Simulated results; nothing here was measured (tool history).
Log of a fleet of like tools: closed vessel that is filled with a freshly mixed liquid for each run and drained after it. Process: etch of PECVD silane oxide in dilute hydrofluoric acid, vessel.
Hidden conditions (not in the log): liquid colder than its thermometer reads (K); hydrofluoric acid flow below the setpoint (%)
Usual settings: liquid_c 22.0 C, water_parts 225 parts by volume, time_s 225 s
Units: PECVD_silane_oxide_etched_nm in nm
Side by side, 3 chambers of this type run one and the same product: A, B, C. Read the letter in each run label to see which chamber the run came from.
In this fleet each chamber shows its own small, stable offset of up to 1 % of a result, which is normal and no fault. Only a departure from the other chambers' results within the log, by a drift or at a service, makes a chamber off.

| run | hour | liquid_c | water_parts | time_s | hours since the thermometer was replaced | hours since the hydrofluoric acid flow meter was replaced | read-back film thickness of the PECVD silane oxide reference wafer, read on the same gauge (nm) | PECVD_silane_oxide_etched_nm |
|---|---|---|---|---|---|---|---|---|
| 1C | 14.6 | 22.0 | 225 | 225 | 1630.4 | 316.4 | 140.00 | 26.299 |
| 2A | 23.8 | 22.0 | 225 | 225 | 564.1 | 649.3 | 140.00 | 26.770 |
| 3B | 34.3 | 22.0 | 225 | 225 | 46.9 | 550.2 | 140.00 | 26.606 |
| 4B | 44.7 | 22.0 | 225 | 225 | 57.3 | 560.6 | 139.99 | 26.603 |
| 5A | 51.1 | 22.0 | 225 | 225 | 591.4 | 676.6 | 139.99 | 26.723 |
|  | 53.5 | chamber C: thermometer replaced |
| 6C | 64.6 | 22.0 | 225 | 225 | 11.2 | 366.4 | 140.01 | 26.383 |
| 7B | 76.7 | 22.0 | 225 | 225 | 89.3 | 592.6 | 139.99 | 26.115 |
| 8A | 83.9 | 22.0 | 225 | 225 | 624.2 | 709.4 | 140.01 | 26.280 |
| 9C | 95.4 | 22.0 | 225 | 225 | 42.0 | 397.2 | 139.98 | 26.439 |
| 10C | 103.1 | 22.0 | 225 | 225 | 49.7 | 404.9 | 140.00 | 26.852 |
| 11A | 111.2 | 22.0 | 330 | 225 | 651.5 | 736.7 | 140.01 | 16.552 |
| 12B | 125.8 | 22.0 | 330 | 225 | 138.4 | 641.7 | 140.00 | 16.234 |
| 13B | 132.9 | 22.0 | 330 | 225 | 145.5 | 648.8 | 140.02 | 16.156 |
| 14A | 141.3 | 22.0 | 225 | 225 | 681.6 | 766.8 | 139.98 | 26.610 |
| 15C | 148.8 | 22.0 | 225 | 225 | 95.4 | 450.6 | 139.99 | 27.054 |
| 16B | 160.9 | 22.0 | 225 | 225 | 173.5 | 676.8 | 140.00 | 26.349 |
| 17A | 175.3 | 22.0 | 225 | 225 | 715.6 | 800.8 | 140.01 | 26.566 |
| 18C | 188.3 | 22.0 | 225 | 225 | 134.9 | 490.1 | 140.00 | 26.670 |
| 19C | 194.8 | 22.0 | 225 | 225 | 141.4 | 496.6 | 140.01 | 26.627 |
| 20A | 208.7 | 22.0 | 225 | 225 | 749.0 | 834.2 | 139.99 | 26.142 |
| 21B | 220.8 | 22.0 | 225 | 225 | 233.4 | 736.7 | 140.01 | 26.214 |
| 22B | 228.0 | 22.0 | 225 | 225 | 240.6 | 743.9 | 140.01 | 26.301 |
| 23C | 242.7 | 22.0 | 225 | 225 | 189.3 | 544.5 | 139.99 | 26.578 |
| 24A | 251.5 | 22.0 | 225 | 225 | 791.8 | 877.0 | 140.00 | 25.408 |
| 25C | 259.8 | 22.0 | 225 | 225 | 206.4 | 561.6 | 140.00 | 26.634 |
| 26A | 270.5 | 22.0 | 225 | 225 | 810.8 | 896.0 | 140.01 | 25.119 |
| 27B | 277.8 | 22.0 | 225 | 225 | 290.4 | 793.7 | 140.00 | 26.222 |
| 28B | 291.3 | 22.0 | 225 | 225 | 303.9 | 807.2 | 140.01 | 26.278 |
| 29A | 302.1 | 22.0 | 225 | 225 | 842.4 | 927.6 | 139.99 | 24.959 |
| 30C | 308.9 | 22.0 | 225 | 225 | 255.5 | 610.7 | 139.98 | 26.670 |
| 31B | 322.7 | 22.0 | 225 | 225 | 335.3 | 838.6 | 139.99 | 26.111 |
| 32A | 332.5 | 22.0 | 225 | 225 | 872.8 | 958.0 | 140.00 | 24.790 |
| 33C | 339.2 | 22.0 | 225 | 225 | 285.8 | 641.0 | 140.01 | 26.459 |
| 34A | 350.3 | 22.0 | 225 | 225 | 890.6 | 975.8 | 140.01 | 24.714 |
| 35B | 365.0 | 22.0 | 225 | 225 | 377.6 | 880.9 | 139.99 | 26.319 |
| 36C | 371.9 | 22.0 | 225 | 225 | 318.5 | 673.7 | 139.99 | 26.822 |
| 37B | 381.9 | 19.5 | 225 | 100 | 394.5 | 897.8 | 139.99 | 10.643 |
| 38C | 391.2 | 19.5 | 225 | 100 | 337.8 | 693.0 | 139.99 | 10.632 |

Next, all 3 chambers run the settings below, one line each with question marks for the results. What does each chamber give?
| 39A | 401.7 | 22.0 | 225 | 280 |  |  |  | ? |
| 39B | 401.7 | 22.0 | 225 | 280 |  |  |  | ? |
| 39C | 401.7 | 22.0 | 225 | 280 |  |  |  | ? |

| run | PECVD_silane_oxide_etched_nm |
|---|---|
| 39A | 29.822 |
| 39B | 32.649 |
| 39C | 32.422 |
